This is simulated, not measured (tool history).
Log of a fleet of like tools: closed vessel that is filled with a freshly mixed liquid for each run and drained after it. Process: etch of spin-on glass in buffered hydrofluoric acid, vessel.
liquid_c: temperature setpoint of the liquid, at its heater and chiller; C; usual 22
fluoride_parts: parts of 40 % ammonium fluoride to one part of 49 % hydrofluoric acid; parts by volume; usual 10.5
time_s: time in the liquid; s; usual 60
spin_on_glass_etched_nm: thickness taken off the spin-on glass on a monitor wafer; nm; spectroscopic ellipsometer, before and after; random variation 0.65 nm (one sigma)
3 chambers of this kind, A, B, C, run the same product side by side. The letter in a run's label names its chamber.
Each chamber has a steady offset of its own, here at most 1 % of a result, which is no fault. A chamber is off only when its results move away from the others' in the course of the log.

run	day	liquid_c	fluoride_parts	time_s	read-back film thickness of the spin-on glass reference wafer, read on the same gauge (nm)	spin_on_glass_etched_nm
1B	0.204	22	10.5	60	40.024	162.720
2A	0.500	22	10.5	60	39.949	160.850
3C	0.738	22	10.5	60	40.036	160.080
4B	1.025	22	10.5	60	40.023	162.730
5C	1.192	22	10.5	60	39.977	159.480
6A	1.367	22	10.5	60	40.030	161.140
7A	1.517	22	10.5	60	39.986	159.280
8C	1.800	22	10.5	60	40.007	160.680
9B	1.933	22	10.5	60	40.013	161.940
10C	2.154	22	10.5	60	40.019	159.400
11B	2.346	22	10.5	60	40.000	162.160
12A	2.508	22	13.0	30	40.005	64.996
13B	2.692	22	13.0	30	40.036	66.037
14A	2.879	22	13.0	30	39.976	65.605
15C	3.150	22	10.5	60	40.041	159.380
16A	3.446	22	10.5	60	40.014	161.730
17C	3.683	22	10.5	60	40.004	160.310
18B	3.921	22	10.5	60	40.016	161.590
19C	4.054	22	10.5	60	39.993	159.650
20A	4.233	22	10.5	60	40.005	161.090
21B	4.512	22	10.5	60	40.019	161.510
22C	4.708	22	10.5	60	40.021	160.480
23B	4.942	22	10.5	60	39.962	162.410
24A	5.108	22	10.5	60	40.020	161.360
25A	5.346	22	10.5	60	39.963	160.250
26C	5.583	22	10.5	60	40.021	159.740
27B	5.733	22	10.5	60	39.997	161.700
28B	5.896	22	10.5	60	39.936	162.900
29C	6.192	22	10.5	60	40.021	159.590

Is one chamber off against the others, does the gauge drift, or is nothing wrong? If a chamber is off, say which, and what the likeliest cause is.

No chamber stands off beyond its own small offset, and the gauge holds steady.
